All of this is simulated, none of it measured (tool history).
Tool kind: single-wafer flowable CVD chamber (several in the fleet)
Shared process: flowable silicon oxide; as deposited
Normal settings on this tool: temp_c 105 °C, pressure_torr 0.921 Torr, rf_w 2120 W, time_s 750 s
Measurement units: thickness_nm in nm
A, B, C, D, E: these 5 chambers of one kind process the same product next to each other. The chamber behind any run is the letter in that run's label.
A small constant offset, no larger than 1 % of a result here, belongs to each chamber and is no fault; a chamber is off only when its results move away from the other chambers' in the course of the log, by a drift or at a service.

run	hour	temp_c	pressure_torr	rf_w	time_s	hours since the last thermocouple change	hours since the last RF generator calibration	hours since the last manometer calibration	read-back reference wafer on the same gauge, thickness_nm	thickness_nm
1C	6.3	105	0.921	2120	750	23.3	765.0	495.5	406.75	463.21
2A	14.2	105	0.921	2120	750	778.0	522.5	2415.7	406.35	471.59
# hour 14.9: chamber A: capacitance manometer re-zeroed and calibrated
3B	21.1	105	0.921	2120	750	1222.0	565.6	381.3	406.71	466.69
4D	25.3	105	0.921	2120	750	1618.0	753.2	519.7	406.60	469.04
5E	34.3	98	0.921	2120	677	551.9	628.1	496.5	406.99	529.46
6C	40.0	98	0.921	2120	677	57.0	798.7	529.2	406.89	522.93
7E	46.9	98	0.921	2120	677	564.5	640.7	509.1	406.82	528.59
8B	55.3	98	0.921	2120	677	1256.2	599.8	415.5	407.29	533.42
9D	64.3	98	0.921	2120	677	1657.0	792.2	558.7	407.36	534.42
10A	72.8	105	0.921	2120	750	836.6	581.1	58.0	407.04	466.08
11E	79.3	105	0.921	2120	750	596.9	673.1	541.5	407.17	460.18
12D	87.3	105	0.921	2380	794	1680.0	815.2	581.7	407.00	505.02
13A	92.9	105	0.921	2380	794	856.7	601.2	78.1	406.89	504.05
14B	100.1	105	0.921	2380	794	1301.0	644.6	460.3	406.80	505.90
15C	104.8	105	0.921	2380	794	121.8	863.5	594.0	406.86	499.05
16D	111.7	105	0.921	2380	794	1704.4	839.6	606.1	407.21	506.54
17C	118.3	105	0.921	2120	750	135.3	877.0	607.5	406.78	464.70
18A	126.3	105	1.057	2120	886	890.1	634.6	111.5	407.41	651.24
19E	134.8	105	1.057	2120	886	652.4	728.6	597.0	406.87	646.34
20B	140.4	105	1.057	2120	886	1341.3	684.9	500.6	406.69	646.21
21C	146.4	105	1.057	2120	886	163.4	905.1	635.6	407.17	649.09
22A	154.8	105	1.057	2120	886	918.6	663.1	140.0	407.07	653.59
23B	161.3	105	0.921	2120	750	1362.2	705.8	521.5	407.06	468.76
24D	169.2	105	0.921	2120	750	1761.9	897.1	663.6	407.11	473.44
25E	173.4	105	0.921	2120	750	691.0	767.2	635.6	406.56	464.28
26A	180.6	105	0.921	2120	750	944.4	688.9	165.8	406.76	469.07
27D	186.3	105	0.921	2120	750	1779.0	914.2	680.7	407.19	469.85
28B	193.5	105	0.921	2120	750	1394.4	738.0	553.7	406.22	466.61
29E	199.6	105	0.921	2120	750	717.2	793.4	661.8	407.12	464.67
30C	205.6	105	0.921	2120	750	222.6	964.3	694.8	406.81	463.68
31B	212.5	105	0.921	2120	750	1413.4	757.0	572.7	407.02	466.66
32C	216.6	105	0.921	2120	750	233.6	975.3	705.8	407.25	462.00
33E	222.4	105	0.921	2120	750	740.0	816.2	684.6	407.42	463.34
34A	229.3	105	0.921	2120	750	993.1	737.6	214.5	406.65	469.44
35D	234.9	105	0.921	2120	750	1827.6	962.8	729.3	407.13	466.94
36B	240.8	105	0.921	2120	750	1441.7	785.3	601.0	406.72	466.10
37E	245.5	105	0.921	2120	750	763.1	839.3	707.7	406.86	462.81
38D	254.7	105	0.921	2120	750	1847.4	982.6	749.1	406.81	469.22

What goes on in this fleet: one chamber off, a drifting gauge, or nothing beyond the chambers' own small offsets? Name the chamber and the cause, if any.

No chamber is off and the gauge is stable; the differences are just each chamber's small, constant offset.
